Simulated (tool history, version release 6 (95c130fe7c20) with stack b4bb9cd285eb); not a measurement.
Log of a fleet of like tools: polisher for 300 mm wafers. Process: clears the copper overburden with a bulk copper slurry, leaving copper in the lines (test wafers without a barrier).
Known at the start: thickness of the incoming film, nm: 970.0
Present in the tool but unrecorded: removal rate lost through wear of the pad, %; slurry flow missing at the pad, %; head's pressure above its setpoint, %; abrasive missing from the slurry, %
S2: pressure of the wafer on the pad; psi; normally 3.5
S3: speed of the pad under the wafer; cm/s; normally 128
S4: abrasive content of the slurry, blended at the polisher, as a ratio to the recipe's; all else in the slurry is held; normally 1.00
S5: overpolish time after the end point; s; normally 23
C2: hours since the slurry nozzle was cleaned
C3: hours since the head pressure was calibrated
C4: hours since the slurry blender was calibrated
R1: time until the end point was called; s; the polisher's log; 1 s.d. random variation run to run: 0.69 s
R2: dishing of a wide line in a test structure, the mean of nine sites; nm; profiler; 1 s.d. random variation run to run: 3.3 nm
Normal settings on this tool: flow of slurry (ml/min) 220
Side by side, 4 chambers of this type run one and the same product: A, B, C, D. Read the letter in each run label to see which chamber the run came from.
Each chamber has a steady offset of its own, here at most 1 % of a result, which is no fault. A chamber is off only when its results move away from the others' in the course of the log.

{"hour": 2.5, "done": "chamber C: worn pad replaced by a new one"}
{"hour": 4.8, "done": "chamber C: slurry blender recalibrated"}
{"run": "1A", "hour": 9.7, "flow of slurry (ml/min)": 220, "S2": 3.5, "S3": 128, "S4": 1.0, "S5": 23, "wafers polished on this pad": 1002, "C2": 455.4, "C3": 19.2, "C4": 326.6, "R1": 58.961, "R2": 132.41}
{"run": "2B", "hour": 18.0, "flow of slurry (ml/min)": 220, "S2": 3.5, "S3": 128, "S4": 1.0, "S5": 23, "wafers polished on this pad": 417, "C2": 230.2, "C3": 243.7, "C4": 134.7, "R1": 56.537, "R2": 139.75}
{"run": "3D", "hour": 27.9, "flow of slurry (ml/min)": 220, "S2": 3.5, "S3": 128, "S4": 1.0, "S5": 23, "wafers polished on this pad": 646, "C2": 341.5, "C3": 378.0, "C4": 155.4, "R1": 58.894, "R2": 136.62}
{"run": "4C", "hour": 33.3, "flow of slurry (ml/min)": 220, "S2": 3.5, "S3": 128, "S4": 1.0, "S5": 23, "wafers polished on this pad": 322, "C2": 213.4, "C3": 499.0, "C4": 28.6, "R1": 57.494, "R2": 144.45}
{"run": "5C", "hour": 43.1, "flow of slurry (ml/min)": 220, "S2": 3.5, "S3": 128, "S4": 1.0, "S5": 23, "wafers polished on this pad": 424, "C2": 223.2, "C3": 508.8, "C4": 38.4, "R1": 59.25, "R2": 142.52}
{"run": "6D", "hour": 50.9, "flow of slurry (ml/min)": 220, "S2": 3.5, "S3": 128, "S4": 1.0, "S5": 23, "wafers polished on this pad": 887, "C2": 364.5, "C3": 401.0, "C4": 178.4, "R1": 58.196, "R2": 141.01}
{"hour": 51.4, "done": "chamber D: worn pad replaced by a new one"}
{"hour": 56.8, "done": "chamber A: worn pad replaced by a new one"}
{"hour": 57.8, "done": "chamber A: slurry blender recalibrated"}
{"run": "7B", "hour": 57.9, "flow of slurry (ml/min)": 220, "S2": 3.5, "S3": 128, "S4": 1.0, "S5": 23, "wafers polished on this pad": 834, "C2": 270.1, "C3": 283.6, "C4": 174.6, "R1": 57.386, "R2": 142.03}
{"hour": 61.9, "done": "chamber D: slurry blender recalibrated"}
{"run": "8A", "hour": 65.4, "flow of slurry (ml/min)": 220, "S2": 3.5, "S3": 128, "S4": 1.0, "S5": 23, "wafers polished on this pad": 90, "C2": 511.1, "C3": 74.9, "C4": 7.6, "R1": 58.258, "R2": 136.13}
{"hour": 68.8, "done": "chamber B: head pressure recalibrated"}
{"hour": 72.0, "done": "chamber D: head pressure recalibrated"}
{"run": "9D", "hour": 72.0, "flow of slurry (ml/min)": 220, "S2": 3.5, "S3": 128, "S4": 1.0, "S5": 23, "wafers polished on this pad": 216, "C2": 385.6, "C3": 0.0, "C4": 10.2, "R1": 57.629, "R2": 136.27}
{"run": "10A", "hour": 82.1, "flow of slurry (ml/min)": 220, "S2": 2.6, "S3": 128, "S4": 1.0, "S5": 23, "wafers polished on this pad": 265, "C2": 527.8, "C3": 91.6, "C4": 24.3, "R1": 78.661, "R2": 116.1}
{"hour": 83.8, "done": "chamber B: worn pad replaced by a new one"}
{"run": "11C", "hour": 88.2, "flow of slurry (ml/min)": 220, "S2": 2.6, "S3": 128, "S4": 1.0, "S5": 23, "wafers polished on this pad": 896, "C2": 268.3, "C3": 553.9, "C4": 83.5, "R1": 76.555, "R2": 118.17}
{"run": "12B", "hour": 96.2, "flow of slurry (ml/min)": 220, "S2": 2.6, "S3": 128, "S4": 1.0, "S5": 23, "wafers polished on this pad": 130, "C2": 308.4, "C3": 27.4, "C4": 212.9, "R1": 78.144, "R2": 116.81}
{"run": "13A", "hour": 104.8, "flow of slurry (ml/min)": 220, "S2": 2.6, "S3": 128, "S4": 1.0, "S5": 23, "wafers polished on this pad": 502, "C2": 550.5, "C3": 114.3, "C4": 47.0, "R1": 79.097, "R2": 116.86}
{"hour": 114.4, "done": "chamber C: worn pad replaced by a new one"}
{"run": "14C", "hour": 115.4, "flow of slurry (ml/min)": 220, "S2": 3.5, "S3": 128, "S4": 1.0, "S5": 23, "wafers polished on this pad": 10, "C2": 295.5, "C3": 581.1, "C4": 110.7, "R1": 57.777, "R2": 140.54}
{"hour": 119.1, "done": "chamber D: worn pad replaced by a new one"}
{"hour": 121.5, "done": "chamber C: slurry blender recalibrated"}
{"run": "15D", "hour": 121.9, "flow of slurry (ml/min)": 220, "S2": 3.5, "S3": 128, "S4": 1.0, "S5": 23, "wafers polished on this pad": 29, "C2": 435.5, "C3": 49.9, "C4": 60.1, "R1": 57.564, "R2": 134.2}
{"run": "16B", "hour": 129.0, "flow of slurry (ml/min)": 220, "S2": 3.5, "S3": 128, "S4": 1.0, "S5": 23, "wafers polished on this pad": 473, "C2": 341.2, "C3": 60.2, "C4": 245.7, "R1": 56.734, "R2": 136.11}
{"run": "17D", "hour": 134.6, "flow of slurry (ml/min)": 220, "S2": 3.5, "S3": 128, "S4": 1.0, "S5": 23, "wafers polished on this pad": 162, "C2": 448.2, "C3": 62.6, "C4": 72.8, "R1": 57.387, "R2": 143.73}
{"hour": 136.1, "done": "chamber B: slurry blender recalibrated"}
{"run": "18A", "hour": 145.7, "flow of slurry (ml/min)": 220, "S2": 3.5, "S3": 128, "S4": 1.0, "S5": 23, "wafers polished on this pad": 930, "C2": 591.4, "C3": 155.2, "C4": 87.9, "R1": 58.246, "R2": 140.87}
{"run": "19B", "hour": 152.0, "flow of slurry (ml/min)": 220, "S2": 3.5, "S3": 154, "S4": 1.0, "S5": 23, "wafers polished on this pad": 714, "C2": 364.2, "C3": 83.2, "C4": 15.9, "R1": 48.852, "R2": 148.67}
{"run": "20C", "hour": 157.1, "flow of slurry (ml/min)": 220, "S2": 3.5, "S3": 154, "S4": 1.0, "S5": 23, "wafers polished on this pad": 447, "C2": 337.2, "C3": 622.8, "C4": 35.6, "R1": 48.047, "R2": 144.59}
{"run": "21B", "hour": 163.9, "flow of slurry (ml/min)": 220, "S2": 3.5, "S3": 154, "S4": 1.0, "S5": 23, "wafers polished on this pad": 838, "C2": 376.1, "C3": 95.1, "C4": 27.8, "R1": 48.828, "R2": 149.29}
{"run": "22C", "hour": 174.4, "flow of slurry (ml/min)": 220, "S2": 3.5, "S3": 154, "S4": 1.0, "S5": 23, "wafers polished on this pad": 627, "C2": 354.5, "C3": 640.1, "C4": 52.9, "R1": 47.865, "R2": 141.98}
{"hour": 176.9, "done": "chamber B: worn pad replaced by a new one"}
{"hour": 183.8, "done": "chamber A: worn pad replaced by a new one"}
{"run": "23D", "hour": 186.0, "flow of slurry (ml/min)": 275, "S2": 3.5, "S3": 128, "S4": 1.0, "S5": 23, "wafers polished on this pad": 700, "C2": 499.6, "C3": 114.0, "C4": 124.2, "R1": 55.906, "R2": 137.69}
{"hour": 190.2, "done": "chamber D: worn pad replaced by a new one"}
{"run": "24A", "hour": 195.2, "flow of slurry (ml/min)": 275, "S2": 3.5, "S3": 128, "S4": 1.0, "S5": 23, "wafers polished on this pad": 119, "C2": 640.9, "C3": 204.7, "C4": 137.4, "R1": 56.724, "R2": 137.14}
{"run": "25C", "hour": 203.2, "flow of slurry (ml/min)": 275, "S2": 3.5, "S3": 128, "S4": 1.0, "S5": 23, "wafers polished on this pad": 929, "C2": 383.3, "C3": 668.9, "C4": 81.7, "R1": 56.947, "R2": 138.59}
{"run": "26B", "hour": 209.2, "flow of slurry (ml/min)": 275, "S2": 3.5, "S3": 128, "S4": 1.0, "S5": 23, "wafers polished on this pad": 338, "C2": 421.4, "C3": 140.4, "C4": 73.1, "R1": 55.994, "R2": 141.74}
{"run": "27A", "hour": 214.9, "flow of slurry (ml/min)": 220, "S2": 3.5, "S3": 128, "S4": 1.0, "S5": 23, "wafers polished on this pad": 325, "C2": 660.6, "C3": 224.4, "C4": 157.1, "R1": 58.019, "R2": 140.03}
{"run": "28D", "hour": 221.0, "flow of slurry (ml/min)": 220, "S2": 2.7, "S3": 128, "S4": 1.25, "S5": 23, "wafers polished on this pad": 323, "C2": 534.6, "C3": 149.0, "C4": 159.2, "R1": 70.752, "R2": 122.95}
{"run": "29A", "hour": 227.2, "flow of slurry (ml/min)": 220, "S2": 2.7, "S3": 128, "S4": 1.25, "S5": 23, "wafers polished on this pad": 454, "C2": 672.9, "C3": 236.7, "C4": 169.4, "R1": 72.615, "R2": 126.1}
{"run": "30B", "hour": 232.5, "flow of slurry (ml/min)": 220, "S2": 2.7, "S3": 128, "S4": 1.25, "S5": 23, "wafers polished on this pad": 582, "C2": 444.7, "C3": 163.7, "C4": 96.4, "R1": 71.772, "R2": 126.34}
{"run": "31D", "hour": 241.2, "flow of slurry (ml/min)": 220, "S2": 2.7, "S3": 128, "S4": 1.25, "S5": 23, "wafers polished on this pad": 534, "C2": 554.8, "C3": 169.2, "C4": 179.4, "R1": 71.753, "R2": 124.7}
{"run": "32C", "hour": 251.5, "flow of slurry (ml/min)": 220, "S2": 3.5, "S3": 128, "S4": 1.0, "S5": 23, "wafers polished on this pad": 1434, "C2": 431.6, "C3": 717.2, "C4": 130.0, "R1": 57.214, "R2": 144.29}
{"hour": 253.7, "done": "chamber C: slurry blender recalibrated"}
{"hour": 259.2, "done": "chamber C: worn pad replaced by a new one"}
{"run": "33A", "hour": 260.8, "flow of slurry (ml/min)": 220, "S2": 3.5, "S3": 128, "S4": 1.0, "S5": 23, "wafers polished on this pad": 805, "C2": 706.5, "C3": 270.3, "C4": 203.0, "R1": 59.277, "R2": 138.95}
{"run": "34B", "hour": 272.0, "flow of slurry (ml/min)": 220, "S2": 3.5, "S3": 108, "S4": 1.0, "S5": 23, "wafers polished on this pad": 995, "C2": 484.2, "C3": 203.2, "C4": 135.9, "R1": 67.73, "R2": 134.54}
{"hour": 274.5, "done": "chamber D: worn pad replaced by a new one"}
{"hour": 276.0, "done": "chamber B: worn pad replaced by a new one"}
{"run": "35D", "hour": 278.5, "flow of slurry (ml/min)": 220, "S2": 3.5, "S3": 108, "S4": 1.0, "S5": 23, "wafers polished on this pad": 42, "C2": 592.1, "C3": 206.5, "C4": 216.7, "R1": 68.292, "R2": 132.0}
{"hour": 285.8, "done": "chamber D: slurry blender recalibrated"}
{"run": "36C", "hour": 288.1, "flow of slurry (ml/min)": 220, "S2": 3.5, "S3": 108, "S4": 1.0, "S5": 23, "wafers polished on this pad": 303, "C2": 468.2, "C3": 753.8, "C4": 34.4, "R1": 69.307, "R2": 133.55}
{"run": "37B", "hour": 296.6, "flow of slurry (ml/min)": 220, "S2": 3.5, "S3": 108, "S4": 1.0, "S5": 23, "wafers polished on this pad": 216, "C2": 508.8, "C3": 227.8, "C4": 160.5, "R1": 68.713, "R2": 123.26}
{"run": "38A", "hour": 301.7, "flow of slurry (ml/min)": 220, "S2": 3.5, "S3": 128, "S4": 1.0, "S5": 23, "wafers polished on this pad": 1233, "C2": 747.4, "C3": 311.2, "C4": 243.9, "R1": 57.672, "R2": 137.09}
{"run": "39D", "hour": 312.9, "flow of slurry (ml/min)": 220, "S2": 3.5, "S3": 128, "S4": 1.0, "S5": 23, "wafers polished on this pad": 402, "C2": 626.5, "C3": 240.9, "C4": 27.2, "R1": 57.821, "R2": 138.13}
{"hour": 317.9, "done": "chamber A: worn pad replaced by a new one"}
{"run": "40C", "hour": 319.9, "flow of slurry (ml/min)": 220, "S2": 3.5, "S3": 128, "S4": 1.0, "S5": 23, "wafers polished on this pad": 635, "C2": 500.0, "C3": 785.6, "C4": 66.2, "R1": 57.256, "R2": 139.24}
{"hour": 331.2, "done": "chamber B: head pressure recalibrated"}
{"run": "41D", "hour": 331.4, "flow of slurry (ml/min)": 220, "S2": 3.5, "S3": 128, "S4": 1.0, "S5": 23, "wafers polished on this pad": 595, "C2": 645.0, "C3": 259.4, "C4": 45.7, "R1": 56.64, "R2": 140.91}
{"run": "42B", "hour": 341.9, "flow of slurry (ml/min)": 220, "S2": 3.5, "S3": 128, "S4": 1.0, "S5": 23, "wafers polished on this pad": 690, "C2": 554.1, "C3": 10.8, "C4": 205.8, "R1": 57.4, "R2": 138.17}
{"run": "43C", "hour": 348.9, "flow of slurry (ml/min)": 220, "S2": 3.5, "S3": 128, "S4": 1.0, "S5": 23, "wafers polished on this pad": 939, "C2": 529.0, "C3": 814.6, "C4": 95.2, "R1": 57.09, "R2": 139.74}
{"run": "44A", "hour": 357.2, "flow of slurry (ml/min)": 220, "S2": 3.5, "S3": 128, "S4": 1.0, "S5": 23, "wafers polished on this pad": 411, "C2": 802.9, "C3": 366.7, "C4": 299.4, "R1": 58.15, "R2": 139.57}

Predict what each chamber gives when all 4 of them run the settings below next.
{"run": "45A", "hour": 365.5, "flow of slurry (ml/min)": 220, "S2": 3.5, "S3": 128, "S4": 1.0, "S5": 13, "R1": "?", "R2": "?"}
{"run": "45B", "hour": 365.5, "flow of slurry (ml/min)": 220, "S2": 3.5, "S3": 128, "S4": 1.0, "S5": 13, "R1": "?", "R2": "?"}
{"run": "45C", "hour": 365.5, "flow of slurry (ml/min)": 220, "S2": 3.5, "S3": 128, "S4": 1.0, "S5": 13, "R1": "?", "R2": "?"}
{"run": "45D", "hour": 365.5, "flow of slurry (ml/min)": 220, "S2": 3.5, "S3": 128, "S4": 1.0, "S5": 13, "R1": "?", "R2": "?"}

run=45A R1=56.898 R2=110.32
run=45B R1=56.692 R2=111.19
run=45C R1=57.324 R2=110.07
run=45D R1=56.919 R2=109.02
